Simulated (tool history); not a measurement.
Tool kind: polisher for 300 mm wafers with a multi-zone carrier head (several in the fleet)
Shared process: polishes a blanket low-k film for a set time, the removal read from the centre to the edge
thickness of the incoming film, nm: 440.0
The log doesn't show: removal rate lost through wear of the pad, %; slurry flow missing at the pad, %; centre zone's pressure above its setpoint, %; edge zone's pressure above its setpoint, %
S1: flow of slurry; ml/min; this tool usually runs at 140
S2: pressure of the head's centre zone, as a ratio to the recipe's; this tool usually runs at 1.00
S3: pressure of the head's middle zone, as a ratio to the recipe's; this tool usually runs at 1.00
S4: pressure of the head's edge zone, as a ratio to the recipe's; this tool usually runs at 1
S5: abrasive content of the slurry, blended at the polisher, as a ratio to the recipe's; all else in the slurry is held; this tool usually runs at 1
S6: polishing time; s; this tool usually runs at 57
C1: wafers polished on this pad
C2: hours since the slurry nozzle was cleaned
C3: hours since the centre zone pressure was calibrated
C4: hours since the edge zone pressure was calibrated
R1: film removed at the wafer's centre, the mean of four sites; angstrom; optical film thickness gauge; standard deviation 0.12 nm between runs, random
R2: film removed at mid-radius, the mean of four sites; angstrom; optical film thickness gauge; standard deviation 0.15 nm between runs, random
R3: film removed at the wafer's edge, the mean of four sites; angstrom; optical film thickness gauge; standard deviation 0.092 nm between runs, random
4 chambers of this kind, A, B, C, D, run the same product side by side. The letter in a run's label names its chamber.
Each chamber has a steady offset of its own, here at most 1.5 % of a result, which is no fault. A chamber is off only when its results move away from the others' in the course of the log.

run,hour,S1,S2,S3,S4,S5,S6,C1,C2,C3,C4,R1,R2,R3
1C,9.0,140,1.00,1.00,1,1,57,665,161.5,156.1,589.1,143.52,140.34,141.54
# hour 10.7: chamber C: worn pad replaced by a new one
2D,15.6,140,1.00,1.00,1,1,57,594,140.0,514.1,502.3,139.24,140.42,140.54
3B,23.0,140,1.00,1.00,1,1,57,371,203.7,479.5,34.9,140.76,143.60,142.92
# hour 30.1: chamber C: slurry nozzle cleaned
4A,32.0,140,1.00,1.00,1,1,57,556,821.7,297.4,192.5,142.40,144.72,139.07
5D,41.8,140,1.00,1.00,1,1,57,798,166.2,540.3,528.5,139.17,140.38,140.74
# hour 47.8: chamber D: edge zone pressure recalibrated
6C,48.3,140,1.00,1.00,1,1,57,292,18.3,195.4,628.4,140.54,143.71,141.27
7B,56.7,140,1.00,1.00,1,1,57,633,237.4,513.2,68.6,144.17,143.24,140.90
8A,61.6,140,1.00,1.00,1,1,57,787,851.3,327.0,222.1,141.23,141.43,140.12
# hour 62.2: chamber D: worn pad replaced by a new one
9A,66.7,140,1.00,1.00,1,1,57,827,856.4,332.1,227.2,140.04,139.36,140.03
# hour 67.2: chamber A: worn pad replaced by a new one
10C,73.1,140,1.00,1.00,1,1,57,485,43.1,220.2,653.2,139.39,140.16,141.22
11B,79.6,140,1.00,1.00,1,1,57,811,260.3,536.1,91.5,143.00,139.59,142.25
12D,85.9,140,1.00,1.00,1,1,57,184,210.3,584.4,38.2,138.15,140.24,140.64
13A,90.7,140,1.00,1.00,1,1,57,183,880.4,356.1,251.2,138.08,141.45,140.77
# hour 92.2: chamber C: worn pad replaced by a new one
14D,99.9,140,1.05,1.00,1,1,57,293,224.3,598.4,52.2,148.91,138.51,141.29
# hour 103.4: chamber A: slurry nozzle cleaned
15C,107.7,140,1.05,1.00,1,1,57,121,77.7,254.8,687.8,153.66,141.47,139.86
16B,115.4,140,1.05,1.00,1,1,57,1090,296.1,571.9,127.3,148.65,139.81,140.24
17D,123.8,140,1.05,1.00,1,1,57,479,248.2,622.3,76.1,148.41,140.97,142.12
18B,128.8,140,1.00,1.00,1,1,57,1194,309.5,585.3,140.7,141.97,140.56,140.65
19C,136.1,140,1.00,1.00,1,1,57,342,106.1,283.2,716.2,147.83,139.26,140.11
# hour 139.9: chamber D: centre zone pressure recalibrated
20A,141.9,140,1.00,1.00,1,1,57,581,38.5,407.3,302.4,139.18,142.24,139.96
21C,149.1,140,0.95,1.00,1,1,67,443,119.1,296.2,729.2,164.40,166.07,165.95
# hour 151.4: chamber D: slurry nozzle cleaned
22B,159.1,140,0.95,1.00,1,1,67,1430,339.8,615.6,171.0,158.10,166.20,165.39
# hour 162.4: chamber B: worn pad replaced by a new one
23D,164.9,140,0.95,1.00,1,1,67,799,13.6,25.0,117.2,155.54,165.91,165.72
# hour 166.4: chamber D: worn pad replaced by a new one
24A,172.7,140,0.95,1.00,1,1,67,821,69.3,438.1,333.2,152.84,167.52,164.82
# hour 173.1: chamber A: worn pad replaced by a new one
# hour 175.2: chamber C: worn pad replaced by a new one
25D,178.0,140,1.00,0.93,1,1,57,90,26.7,38.1,130.3,139.35,131.91,141.69
26C,186.5,140,1.00,0.93,1,1,57,88,156.5,333.6,766.6,148.88,133.52,141.60
27B,191.3,140,1.00,0.93,1,1,57,225,372.0,647.8,203.2,141.33,132.09,140.59
28A,196.7,140,1.00,0.93,1,1,57,184,93.3,462.1,357.2,143.49,130.75,140.13
29D,206.2,140,1.00,1.00,1,1,57,310,54.9,66.3,158.5,139.24,140.81,142.16
# hour 212.5: chamber B: centre zone pressure recalibrated
30C,216.7,140,1.00,1.00,1,1,57,323,186.7,363.8,796.8,152.09,141.11,141.04
31B,223.3,165,1.05,1.00,1,1,57,474,404.0,10.9,235.2,155.49,144.11,144.21

The same settings go to every chamber for the next run, one line per chamber below. Forecast the results for each:
32A,230.9,140,1.00,1.00,1,1,75,,,,,?,?,?
32B,230.9,140,1.00,1.00,1,1,75,,,,,?,?,?
32C,230.9,140,1.00,1.00,1,1,75,,,,,?,?,?
32D,230.9,140,1.00,1.00,1,1,75,,,,,?,?,?

run,R1,R2,R3
32A,183.34,186.81,183.57
32B,187.20,184.17,186.97
32C,202.00,183.36,185.55
32D,187.29,186.17,184.47

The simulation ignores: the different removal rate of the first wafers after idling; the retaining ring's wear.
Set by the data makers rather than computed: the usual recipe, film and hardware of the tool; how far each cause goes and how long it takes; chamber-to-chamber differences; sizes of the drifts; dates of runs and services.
